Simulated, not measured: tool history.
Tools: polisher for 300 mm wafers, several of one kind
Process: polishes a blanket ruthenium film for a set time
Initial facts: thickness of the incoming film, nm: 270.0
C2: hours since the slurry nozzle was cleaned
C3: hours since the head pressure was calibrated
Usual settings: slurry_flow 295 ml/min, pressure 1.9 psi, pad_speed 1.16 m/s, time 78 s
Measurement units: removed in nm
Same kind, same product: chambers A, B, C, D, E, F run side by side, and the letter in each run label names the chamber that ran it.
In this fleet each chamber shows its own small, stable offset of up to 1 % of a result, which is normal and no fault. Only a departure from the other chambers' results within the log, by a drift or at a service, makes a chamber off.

At hour 1.7: chamber E: slurry nozzle cleaned.
Run 1A, hour 5.2: usual settings; wafers polished on this pad 633; C2 340.4; C3 393.6. Result: removed 87.908 nm.
Run 2E, hour 12.1: usual settings; wafers polished on this pad 717; C2 10.4; C3 403.3. Result: removed 87.998 nm.
At hour 12.8: chamber B: head pressure recalibrated.
At hour 15.7: chamber E: worn pad replaced by a new one.
Run 3F, hour 18.0: usual settings; wafers polished on this pad 138; C2 643.5; C3 560.7. Result: removed 87.937 nm.
Run 4C, hour 21.1: usual settings; wafers polished on this pad 996; C2 408.9; C3 630.9. Result: removed 87.477 nm.
Run 5D, hour 27.8: usual settings but pressure 2.4 psi; wafers polished on this pad 879; C2 111.1; C3 186.5. Result: removed 112.190 nm.
Run 6B, hour 31.4: usual settings but pressure 2.4 psi; wafers polished on this pad 992; C2 487.1; C3 18.6. Result: removed 110.250 nm.
At hour 32.7: chamber D: worn pad replaced by a new one.
Run 7B, hour 35.9: usual settings but pressure 2.4 psi; wafers polished on this pad 1024; C2 491.6; C3 23.1. Result: removed 114.450 nm.
Run 8F, hour 41.7: usual settings but pressure 2.4 psi; wafers polished on this pad 307; C2 667.2; C3 584.4. Result: removed 111.870 nm.
Run 9C, hour 45.2: usual settings but pressure 2.4 psi; wafers polished on this pad 1168; C2 433.0; C3 655.0. Result: removed 110.970 nm.
Run 10A, hour 50.9: usual settings but pressure 2.4 psi; wafers polished on this pad 960; C2 386.1; C3 439.3. Result: removed 111.010 nm.
Run 11E, hour 53.9: usual settings; wafers polished on this pad 273; C2 52.2; C3 445.1. Result: removed 88.162 nm.
At hour 58.4: chamber A: worn pad replaced by a new one.
Run 12D, hour 59.4: usual settings; wafers polished on this pad 191; C2 142.7; C3 218.1. Result: removed 86.762 nm.
Run 13E, hour 62.9: usual settings; wafers polished on this pad 337; C2 61.2; C3 454.1. Result: removed 88.538 nm.
Run 14B, hour 68.3: usual settings; wafers polished on this pad 1256; C2 524.0; C3 55.5. Result: removed 90.170 nm.
Run 15D, hour 72.3: usual settings; wafers polished on this pad 283; C2 155.6; C3 231.0. Result: removed 87.143 nm.
At hour 77.1: chamber B: worn pad replaced by a new one.
Run 16C, hour 78.9: usual settings; wafers polished on this pad 1409; C2 466.7; C3 688.7. Result: removed 86.645 nm.
Run 17F, hour 82.4: usual settings; wafers polished on this pad 598; C2 707.9; C3 625.1. Result: removed 88.223 nm.
At hour 82.6: chamber C: worn pad replaced by a new one.
Run 18A, hour 87.0: usual settings; wafers polished on this pad 205; C2 422.2; C3 475.4. Result: removed 88.031 nm.
Run 19E, hour 91.3: usual settings; wafers polished on this pad 540; C2 89.6; C3 482.5. Result: removed 89.308 nm.
Run 20A, hour 96.2: usual settings but slurry_flow 360 ml/min; wafers polished on this pad 270; C2 431.4; C3 484.6. Result: removed 89.770 nm.
At hour 99.4: chamber E: head pressure recalibrated.
Run 21D, hour 100.5: usual settings but slurry_flow 360 ml/min; wafers polished on this pad 484; C2 183.8; C3 259.2. Result: removed 89.575 nm.
Run 22C, hour 105.5: usual settings but slurry_flow 360 ml/min; wafers polished on this pad 164; C2 493.3; C3 715.3. Result: removed 88.527 nm.
Run 23B, hour 112.1: usual settings but slurry_flow 360 ml/min; wafers polished on this pad 250; C2 567.8; C3 99.3. Result: removed 89.969 nm.
Run 24F, hour 116.0: usual settings but slurry_flow 360 ml/min; wafers polished on this pad 838; C2 741.5; C3 658.7. Result: removed 88.913 nm.
Run 25C, hour 120.5: usual settings but slurry_flow 360 ml/min; wafers polished on this pad 271; C2 508.3; C3 730.3. Result: removed 88.504 nm.
Run 26B, hour 123.9: usual settings; wafers polished on this pad 334; C2 579.6; C3 111.1. Result: removed 89.373 nm.
At hour 125.0: chamber E: worn pad replaced by a new one.
Run 27F, hour 130.9: usual settings; wafers polished on this pad 945; C2 756.4; C3 673.6. Result: removed 87.781 nm.
Run 28E, hour 135.7: usual settings but pad_speed 0.84 m/s; wafers polished on this pad 76; C2 134.0; C3 36.4. Result: removed 64.130 nm.
Run 29D, hour 140.7: usual settings but pad_speed 0.84 m/s; wafers polished on this pad 772; C2 224.0; C3 299.4. Result: removed 63.933 nm.
Run 30A, hour 147.0: usual settings but pad_speed 0.84 m/s; wafers polished on this pad 633; C2 482.2; C3 535.4. Result: removed 63.466 nm.
At hour 147.5: chamber D: worn pad replaced by a new one.
Run 31F, hour 152.0: usual settings but pad_speed 0.84 m/s; wafers polished on this pad 1096; C2 777.5; C3 694.7. Result: removed 62.914 nm.
At hour 155.2: chamber D: head pressure recalibrated.
Run 32B, hour 157.5: usual settings but pad_speed 0.84 m/s; wafers polished on this pad 574; C2 613.2; C3 144.7. Result: removed 64.505 nm.
Run 33A, hour 162.7: usual settings but pad_speed 0.84 m/s; wafers polished on this pad 746; C2 497.9; C3 551.1. Result: removed 63.794 nm.
Run 34D, hour 166.9: usual settings; wafers polished on this pad 139; C2 250.2; C3 11.7. Result: removed 87.501 nm.
Run 35E, hour 172.4: usual settings; wafers polished on this pad 339; C2 170.7; C3 73.1. Result: removed 87.375 nm.
At hour 177.4: chamber F: worn pad replaced by a new one.
Run 36C, hour 178.7: usual settings but pressure 1.5 psi; wafers polished on this pad 687; C2 566.5; C3 788.5. Result: removed 68.268 nm.
At hour 180.7: chamber F: head pressure recalibrated.
Run 37A, hour 184.8: usual settings but pressure 1.5 psi; wafers polished on this pad 904; C2 520.0; C3 573.2. Result: removed 68.573 nm.
Run 38B, hour 190.6: usual settings but pressure 1.5 psi; wafers polished on this pad 811; C2 646.3; C3 177.8. Result: removed 69.966 nm.
Run 39D, hour 194.8: usual settings but pressure 1.5 psi; wafers polished on this pad 338; C2 278.1; C3 39.6. Result: removed 69.977 nm.
Run 40E, hour 200.7: usual settings but pressure 1.5 psi; wafers polished on this pad 541; C2 199.0; C3 101.4. Result: removed 69.256 nm.
Run 41F, hour 205.1: usual settings but pressure 1.5 psi; wafers polished on this pad 198; C2 830.6; C3 24.4. Result: removed 69.216 nm.
Run 42C, hour 211.0: usual settings; wafers polished on this pad 918; C2 598.8; C3 820.8. Result: removed 87.873 nm.

Has any chamber moved away from the others, gradually or after a service, or does the common gauge drift, or do the chambers differ only by their own small steady offsets? State the chamber and the most likely cause if one applies.

The fleet is healthy, with each chamber sitting at its usual small offset and no drift in the gauge.
